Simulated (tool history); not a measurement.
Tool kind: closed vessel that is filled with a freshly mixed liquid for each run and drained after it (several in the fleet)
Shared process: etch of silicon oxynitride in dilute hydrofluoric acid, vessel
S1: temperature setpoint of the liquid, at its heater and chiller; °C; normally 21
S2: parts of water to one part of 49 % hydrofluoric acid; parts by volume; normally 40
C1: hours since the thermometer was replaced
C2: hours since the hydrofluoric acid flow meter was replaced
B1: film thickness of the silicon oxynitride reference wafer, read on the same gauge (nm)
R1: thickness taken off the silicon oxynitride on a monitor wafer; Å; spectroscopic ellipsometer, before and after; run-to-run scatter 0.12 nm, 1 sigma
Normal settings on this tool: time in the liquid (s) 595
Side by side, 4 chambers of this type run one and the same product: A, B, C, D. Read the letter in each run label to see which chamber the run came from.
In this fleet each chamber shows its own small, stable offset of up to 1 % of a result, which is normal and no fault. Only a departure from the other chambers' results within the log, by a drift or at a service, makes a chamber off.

run 1C hour=9.2 | S1=21 S2=40 time_in_the_liquid_(s)=595 | C1=2087.8 C2=578.6 | B1=120 | R1=191.63
run 2B hour=20.4 | S1=21 S2=40 time_in_the_liquid_(s)=595 | C1=817.7 C2=1674.5 | B1=119.99 | R1=193.98
run 3A hour=33.6 | S1=21 S2=40 time_in_the_liquid_(s)=595 | C1=348.3 C2=460 | B1=120.04 | R1=193.62
run 4D hour=44.8 | S1=21 S2=40 time_in_the_liquid_(s)=595 | C1=1667 C2=188.7 | B1=119.96 | R1=196.24
run 5A hour=54.2 | S1=21 S2=40 time_in_the_liquid_(s)=595 | C1=368.9 C2=480.6 | B1=119.99 | R1=195.8
run 6D hour=65.3 | S1=21 S2=40 time_in_the_liquid_(s)=595 | C1=1687.5 C2=209.2 | B1=119.99 | R1=193.71
run 7C hour=73.1 | S1=21 S2=40 time_in_the_liquid_(s)=595 | C1=2151.7 C2=642.5 | B1=119.96 | R1=192.54
run 8B hour=83.1 | S1=21 S2=40 time_in_the_liquid_(s)=595 | C1=880.4 C2=1737.2 | B1=119.99 | R1=194.13
run 9A hour=90.2 | S1=21 S2=40 time_in_the_liquid_(s)=595 | C1=404.9 C2=516.6 | B1=119.98 | R1=194.05
run 10D hour=103.2 | S1=21 S2=40 time_in_the_liquid_(s)=595 | C1=1725.4 C2=247.1 | B1=119.99 | R1=191.22
run 11B hour=115.8 | S1=21 S2=40 time_in_the_liquid_(s)=595 | C1=913.1 C2=1769.9 | B1=119.97 | R1=191.71
run 12C hour=129.2 | S1=21 S2=40 time_in_the_liquid_(s)=595 | C1=2207.8 C2=698.6 | B1=120.05 | R1=192.59
run 13C hour=140.9 | S1=21 S2=40 time_in_the_liquid_(s)=595 | C1=2219.5 C2=710.3 | B1=119.98 | R1=193.41
run 14A hour=150 | S1=21 S2=40 time_in_the_liquid_(s)=595 | C1=464.7 C2=576.4 | B1=119.97 | R1=191.69
run 15B hour=163.5 | S1=21 S2=40 time_in_the_liquid_(s)=595 | C1=960.8 C2=1817.6 | B1=119.99 | R1=192.88
run 16D hour=174.9 | S1=21 S2=40 time_in_the_liquid_(s)=595 | C1=1797.1 C2=318.8 | B1=119.99 | R1=194.07
-- hour=182 chamber A: hydrofluoric acid flow meter replaced
run 17A hour=187.6 | S1=21 S2=40 time_in_the_liquid_(s)=595 | C1=502.3 C2=5.6 | B1=120.01 | R1=194.58
run 18D hour=200 | S1=21 S2=40 time_in_the_liquid_(s)=595 | C1=1822.2 C2=343.9 | B1=119.98 | R1=193.11
run 19B hour=207.8 | S1=21 S2=40 time_in_the_liquid_(s)=595 | C1=1005.1 C2=1861.9 | B1=120.03 | R1=195.52
run 20C hour=214.5 | S1=21 S2=40 time_in_the_liquid_(s)=595 | C1=2293.1 C2=783.9 | B1=120 | R1=187.3
run 21C hour=224.8 | S1=21 S2=40 time_in_the_liquid_(s)=595 | C1=2303.4 C2=794.2 | B1=119.99 | R1=185.68
-- hour=227.5 chamber B: hydrofluoric acid flow meter replaced
run 22B hour=235.4 | S1=21 S2=40 time_in_the_liquid_(s)=595 | C1=1032.7 C2=7.9 | B1=120.01 | R1=195
run 23A hour=248.5 | S1=21 S2=40 time_in_the_liquid_(s)=595 | C1=563.2 C2=66.5 | B1=120 | R1=193.7
run 24D hour=263.3 | S1=21 S2=40 time_in_the_liquid_(s)=595 | C1=1885.5 C2=407.2 | B1=119.98 | R1=192.92
run 25B hour=273 | S1=21 S2=40 time_in_the_liquid_(s)=595 | C1=1070.3 C2=45.5 | B1=120 | R1=195.06
run 26C hour=283 | S1=21 S2=40 time_in_the_liquid_(s)=595 | C1=2361.6 C2=852.4 | B1=120 | R1=184.56
run 27D hour=294.4 | S1=17.5 S2=40 time_in_the_liquid_(s)=710 | C1=1916.6 C2=438.3 | B1=119.96 | R1=195.77
run 28A hour=308.6 | S1=17.5 S2=40 time_in_the_liquid_(s)=710 | C1=623.3 C2=126.6 | B1=120.01 | R1=193.36
run 29A hour=317.7 | S1=17.5 S2=40 time_in_the_liquid_(s)=710 | C1=632.4 C2=135.7 | B1=120 | R1=194.91
run 30D hour=326.4 | S1=17.5 S2=40 time_in_the_liquid_(s)=710 | C1=1948.6 C2=470.3 | B1=119.97 | R1=194.49

Which is it: a chamber that has drifted or been left off by a service, a gauge drift common to all chambers, or only each chamber's usual small offset? If a chamber is off, name it and its likeliest cause.

It is chamber C that slowly wanders off from its peers.
Likeliest cause: hydrofluoric acid flow below the setpoint (%) = 6.1.
From this log alone, it may not be told apart from: liquid colder than its thermometer reads (K).

Here are 4 candidates for chamber C's next run, each the usual settings with a change, their results left as question marks. Which one brings its results back in line with what the others give on the usual settings?
Maximum distance from the other chambers' mean on the usual settings for a result to count as in line: R1 4.3 Å
run 31C-1 hour=337 | S1=21 S2=40 time_in_the_liquid_(s)=555 | R1=?
run 31C-2 hour=337 | S1=21 S2=40 time_in_the_liquid_(s)=635 | R1=?
run 31C-3 hour=337 | S1=21 S2=45 time_in_the_liquid_(s)=595 | R1=?
run 31C-4 hour=337 | S1=23.5 S2=40 time_in_the_liquid_(s)=595 | R1=?

The mean the other chambers reach with the usual settings: R1 194.14 Å
run=31C-1 R1=169.1
run=31C-2 R1=193.47
run=31C-3 R1=160.66
run=31C-4 R1=205.67
31C-2 is the one that brings the chamber's results back in line with the other chambers.
